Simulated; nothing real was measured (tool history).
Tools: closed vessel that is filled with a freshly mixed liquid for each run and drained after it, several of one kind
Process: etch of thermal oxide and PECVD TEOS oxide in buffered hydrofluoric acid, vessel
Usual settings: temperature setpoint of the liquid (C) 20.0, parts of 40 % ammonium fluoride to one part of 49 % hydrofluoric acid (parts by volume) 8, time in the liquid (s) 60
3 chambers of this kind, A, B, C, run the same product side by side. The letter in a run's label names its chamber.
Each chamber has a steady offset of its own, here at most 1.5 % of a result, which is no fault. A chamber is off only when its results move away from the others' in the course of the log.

run    day  temperature setpoint of the liquid (C)  parts of 40 % ammonium fluoride to one part of 49 % hydrofluoric acid (parts by volume)  time in the liquid (s)  hours since the thermometer was replaced  hours since the hydrofluoric acid flow meter was replaced  read-back film thickness of the thermal oxide reference wafer, read on the same gauge (nm)  read-back film thickness of the PECVD TEOS oxide reference wafer, read on the same gauge (nm)  thickness taken off the thermal oxide on a monitor wafer (angstrom)  thickness taken off the PECVD TEOS oxide on a monitor wafer (angstrom)
 1B  0.288                                    20.0                                                                                        8                      60                                     455.0                                                      581.7                                                                                      50.013                                                                                         90.013                                                               683.68                                                                 1215.40
 2A  0.475                                    20.0                                                                                        8                      60                                     204.4                                                      398.5                                                                                      49.971                                                                                         90.003                                                               690.38                                                                 1194.30
 3C  0.867                                    20.0                                                                                        8                      60                                     775.0                                                     1210.5                                                                                      50.004                                                                                         90.000                                                               682.62                                                                 1223.20
 4A  1.242                                    20.0                                                                                        8                      60                                     222.8                                                      416.9                                                                                      49.985                                                                                         89.988                                                               686.36                                                                 1204.30
 5B  1.592                                    20.0                                                                                        8                      60                                     486.3                                                      613.0                                                                                      50.000                                                                                         90.003                                                               681.98                                                                 1226.80
 6C  1.921                                    20.0                                                                                        8                      60                                     800.3                                                     1235.8                                                                                      49.988                                                                                         89.987                                                               695.43                                                                 1226.70
 7B  2.267                                    20.0                                                                                        8                      60                                     502.5                                                      629.2                                                                                      50.002                                                                                         89.986                                                               686.08                                                                 1241.80
 8C  2.508                                    20.0                                                                                        8                      60                                     814.4                                                     1249.9                                                                                      50.019                                                                                         89.997                                                               694.06                                                                 1225.40
 9A  2.883                                    20.0                                                                                        8                      60                                     262.2                                                      456.3                                                                                      50.014                                                                                         90.015                                                               686.24                                                                 1204.80
10C  3.258                                    20.0                                                                                        8                      60                                     832.4                                                     1267.9                                                                                      49.979                                                                                         89.992                                                               691.81                                                                 1211.70
11B  3.496                                    20.0                                                                                        8                      60                                     532.0                                                      658.7                                                                                      49.997                                                                                         90.008                                                               674.47                                                                 1217.10
12A  3.804                                    20.0                                                                                        8                      60                                     284.3                                                      478.4                                                                                      50.003                                                                                         89.988                                                               683.17                                                                 1180.90
13C  4.208                                    17.0                                                                                        8                      95                                     855.2                                                     1290.7                                                                                      50.019                                                                                         90.015                                                               917.10                                                                 1635.50
14B  4.483                                    17.0                                                                                        8                      95                                     555.7                                                      682.4                                                                                      50.004                                                                                         89.994                                                               914.75                                                                 1637.10
15A  4.875                                    17.0                                                                                        8                      95                                     310.0                                                      504.1                                                                                      49.991                                                                                         90.003                                                               934.74                                                                 1603.20
16B  5.067                                    20.0                                                                                        8                      60                                     569.7                                                      696.4                                                                                      50.001                                                                                         89.973                                                               677.81                                                                 1224.60
17A  5.417                                    20.0                                                                                        8                      60                                     323.0                                                      517.1                                                                                      49.995                                                                                         90.011                                                               688.22                                                                 1194.60
18C  5.658                                    20.0                                                                                        8                      60                                     890.0                                                     1325.5                                                                                      49.983                                                                                         90.006                                                               688.08                                                                 1225.20
19B  5.842                                    22.5                                                                                        8                      80                                     588.3                                                      715.0                                                                                      49.990                                                                                         89.993                                                              1039.80                                                                 1879.60
20A  6.083                                    22.5                                                                                        8                      80                                     339.0                                                      533.1                                                                                      49.979                                                                                         90.014                                                              1031.70                                                                 1832.50
21C  6.438                                    22.5                                                                                        8                      80                                     908.7                                                     1344.2                                                                                      49.996                                                                                         90.017                                                              1048.20                                                                 1866.00
22B  6.629                                    20.0                                                                                        8                      60                                     607.2                                                      733.9                                                                                      49.971                                                                                         90.010                                                               685.17                                                                 1225.60
23C  6.988                                    20.0                                                                                        6                      85                                     921.9                                                     1357.4                                                                                      50.019                                                                                         89.986                                                              1300.70                                                                 2279.00
24A  7.183                                    20.0                                                                                        6                      85                                     365.4                                                      559.5                                                                                      49.986                                                                                         90.003                                                              1287.40                                                                 2241.40
25C  7.458                                    20.0                                                                                        6                      85                                     933.2                                                     1368.7                                                                                      50.009                                                                                         90.010                                                              1288.50                                                                 2308.20
26B  7.850                                    20.0                                                                                        8                      30                                     636.5                                                      763.2                                                                                      49.988                                                                                         90.000                                                               336.24                                                                  615.91
27A  8.079                                    20.0                                                                                        8                      30                                     386.9                                                      581.0                                                                                      49.992                                                                                         89.964                                                               342.71                                                                  600.55
28B  8.442                                    20.0                                                                                        8                      30                                     650.7                                                      777.4                                                                                      50.007                                                                                         90.015                                                               337.42                                                                  616.47
29C  8.767                                    20.0                                                                                        8                      60                                     964.6                                                     1400.1                                                                                      50.000                                                                                         89.993                                                               692.08                                                                 1230.70
30A  9.129                                    20.0                                                                                        8                      60                                     412.1                                                      606.2                                                                                      49.998                                                                                         90.021                                                               668.24                                                                 1211.20
31B  9.512                                    20.0                                                                                        8                      60                                     676.4                                                      803.1                                                                                      49.989                                                                                         90.014                                                               683.96                                                                 1226.70

Is one chamber off against the others, does the gauge drift, or is nothing wrong? If a chamber is off, say which, and what the likeliest cause is.

No chamber stands off beyond its own small offset, and the gauge holds steady.
